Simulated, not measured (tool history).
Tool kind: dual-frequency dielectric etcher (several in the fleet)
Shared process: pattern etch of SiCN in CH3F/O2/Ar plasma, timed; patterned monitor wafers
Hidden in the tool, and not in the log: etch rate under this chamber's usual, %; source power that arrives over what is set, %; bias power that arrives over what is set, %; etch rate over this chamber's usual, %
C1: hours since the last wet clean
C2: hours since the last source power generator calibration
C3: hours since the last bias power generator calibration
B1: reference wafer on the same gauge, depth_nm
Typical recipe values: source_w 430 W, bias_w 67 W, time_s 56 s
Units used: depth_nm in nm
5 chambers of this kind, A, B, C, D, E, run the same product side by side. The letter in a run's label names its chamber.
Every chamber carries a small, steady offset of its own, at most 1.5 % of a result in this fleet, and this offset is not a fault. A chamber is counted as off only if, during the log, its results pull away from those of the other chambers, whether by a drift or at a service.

At day 0.1: chamber C: wet clean of the chamber.
Run 1D, day 0.196: usual settings; C1 9.1; C2 294; C3 550.9; B1 21.787. Result: depth_nm 20.943 nm.
Run 2C, day 0.412: usual settings; C1 7.5; C2 2880.5; C3 1485.9; B1 21.81. Result: depth_nm 21.301 nm.
Run 3E, day 0.588: usual settings; C1 328.2; C2 302.2; C3 961.8; B1 21.792. Result: depth_nm 21.175 nm.
Run 4A, day 0.767: usual settings; C1 131.2; C2 528.8; C3 3080.4; B1 21.799. Result: depth_nm 20.904 nm.
Run 5B, day 1.008: usual settings; C1 407.7; C2 1743; C3 834.1; B1 21.806. Result: depth_nm 21.111 nm.
Run 6C, day 1.233: usual settings; C1 27.2; C2 2900.2; C3 1505.6; B1 21.799. Result: depth_nm 21.359 nm.
Run 7E, day 1.346: usual settings; C1 346.4; C2 320.4; C3 980; B1 21.797. Result: depth_nm 21.165 nm.
Run 8D, day 1.471: usual settings but bias_w 80 W, time_s 70.5 s; C1 39.7; C2 324.6; C3 581.5; B1 21.798. Result: depth_nm 28.028 nm.
Run 9B, day 1.717: usual settings but bias_w 80 W, time_s 70.5 s; C1 424.7; C2 1760; C3 851.1; B1 21.802. Result: depth_nm 28.348 nm.
Run 10A, day 1.958: usual settings but bias_w 80 W, time_s 70.5 s; C1 159.8; C2 557.4; C3 3109; B1 21.812. Result: depth_nm 27.991 nm.
Run 11B, day 2.133: usual settings but bias_w 80 W, time_s 70.5 s; C1 434.7; C2 1770; C3 861.1; B1 21.795. Result: depth_nm 28.194 nm.
Run 12A, day 2.375: usual settings but bias_w 80 W, time_s 70.5 s; C1 169.8; C2 567.4; C3 3119; B1 21.795. Result: depth_nm 28.045 nm.
Run 13D, day 2.483: usual settings; C1 64; C2 348.9; C3 605.8; B1 21.807. Result: depth_nm 21.016 nm.
Run 14C, day 2.675: usual settings; C1 61.8; C2 2934.8; C3 1540.2; B1 21.796. Result: depth_nm 21.353 nm.
Run 15E, day 2.854: usual settings; C1 382.6; C2 356.6; C3 1016.2; B1 21.791. Result: depth_nm 21.1 nm.
Run 16E, day 3.05: usual settings; C1 387.3; C2 361.3; C3 1020.9; B1 21.788. Result: depth_nm 21.067 nm.
Run 17B, day 3.288: usual settings but source_w 500 W; C1 462.4; C2 1797.7; C3 888.8; B1 21.798. Result: depth_nm 22.353 nm.
Run 18C, day 3.404: usual settings but source_w 500 W; C1 79.3; C2 2952.3; C3 1557.7; B1 21.795. Result: depth_nm 22.602 nm.
Run 19D, day 3.525: usual settings but source_w 500 W; C1 89; C2 373.9; C3 630.8; B1 21.813. Result: depth_nm 22.195 nm.
Run 20A, day 3.721: usual settings but source_w 500 W; C1 202.1; C2 599.7; C3 3151.3; B1 21.811. Result: depth_nm 22.228 nm.
Run 21A, day 3.921: usual settings but source_w 500 W; C1 206.9; C2 604.5; C3 3156.1; B1 21.804. Result: depth_nm 22.208 nm.
Run 22E, day 4.088: usual settings; C1 412.2; C2 386.2; C3 1045.8; B1 21.792. Result: depth_nm 21.095 nm.
Run 23C, day 4.242: usual settings; C1 99.4; C2 2972.4; C3 1577.8; B1 21.799. Result: depth_nm 21.36 nm.
Run 24D, day 4.454: usual settings but source_w 340 W; C1 111.3; C2 396.2; C3 653.1; B1 21.806. Result: depth_nm 19.174 nm.
At day 4.517: chamber B: wet clean of the chamber.
Run 25B, day 4.612: usual settings but source_w 340 W; C1 2.3; C2 1829.5; C3 920.6; B1 21.808. Result: depth_nm 18.781 nm.
Run 26B, day 4.812: usual settings but source_w 340 W; C1 7.1; C2 1834.3; C3 925.4; B1 21.8. Result: depth_nm 18.658 nm.
Run 27A, day 4.938: usual settings but source_w 340 W; C1 231.3; C2 628.9; C3 3180.5; B1 21.79. Result: depth_nm 19.037 nm.
Run 28E, day 5.1: usual settings but source_w 340 W; C1 436.5; C2 410.5; C3 1070.1; B1 21.791. Result: depth_nm 19.234 nm.
Run 29C, day 5.3: usual settings; C1 124.8; C2 2997.8; C3 1603.2; B1 21.808. Result: depth_nm 21.342 nm.
Run 30D, day 5.529: usual settings; C1 137.1; C2 422; C3 678.9; B1 21.798. Result: depth_nm 21.026 nm.
Run 31A, day 5.733: usual settings; C1 250.4; C2 648; C3 3199.6; B1 21.798. Result: depth_nm 20.926 nm.
Run 32B, day 5.908: usual settings; C1 33.4; C2 1860.6; C3 951.7; B1 21.8. Result: depth_nm 20.419 nm.
Run 33D, day 6.067: usual settings; C1 150; C2 434.9; C3 691.8; B1 21.801. Result: depth_nm 20.88 nm.
Run 34E, day 6.267: usual settings; C1 464.5; C2 438.5; C3 1098.1; B1 21.806. Result: depth_nm 21.146 nm.
Run 35C, day 6.412: usual settings but source_w 510 W; C1 151.5; C2 3024.5; C3 1629.9; B1 21.802. Result: depth_nm 22.817 nm.
Run 36B, day 6.521: usual settings but source_w 510 W; C1 48.1; C2 1875.3; C3 966.4; B1 21.806. Result: depth_nm 21.865 nm.
Run 37E, day 6.65: usual settings but source_w 510 W; C1 473.7; C2 447.7; C3 1107.3; B1 21.806. Result: depth_nm 22.407 nm.
Run 38A, day 6.767: usual settings but source_w 510 W; C1 275.2; C2 672.8; C3 3224.4; B1 21.806. Result: depth_nm 22.343 nm.
Run 39C, day 6.975: usual settings but source_w 510 W; C1 165; C2 3038; C3 1643.4; B1 21.797. Result: depth_nm 22.825 nm.
Run 40D, day 7.158: usual settings; C1 176.2; C2 461.1; C3 718; B1 21.796. Result: depth_nm 21.004 nm.

All 5 chambers run these settings next. Forecast each chamber's results:
Run 41A, day 7.333: usual settings but source_w 330 W. Result: depth_nm ?.
Run 41B, day 7.333: usual settings but source_w 330 W. Result: depth_nm ?.
Run 41C, day 7.333: usual settings but source_w 330 W. Result: depth_nm ?.
Run 41D, day 7.333: usual settings but source_w 330 W. Result: depth_nm ?.
Run 41E, day 7.333: usual settings but source_w 330 W. Result: depth_nm ?.

run  depth_nm
41A    18.875
41B    18.473
41C    19.368
41D    18.989
41E    19.013

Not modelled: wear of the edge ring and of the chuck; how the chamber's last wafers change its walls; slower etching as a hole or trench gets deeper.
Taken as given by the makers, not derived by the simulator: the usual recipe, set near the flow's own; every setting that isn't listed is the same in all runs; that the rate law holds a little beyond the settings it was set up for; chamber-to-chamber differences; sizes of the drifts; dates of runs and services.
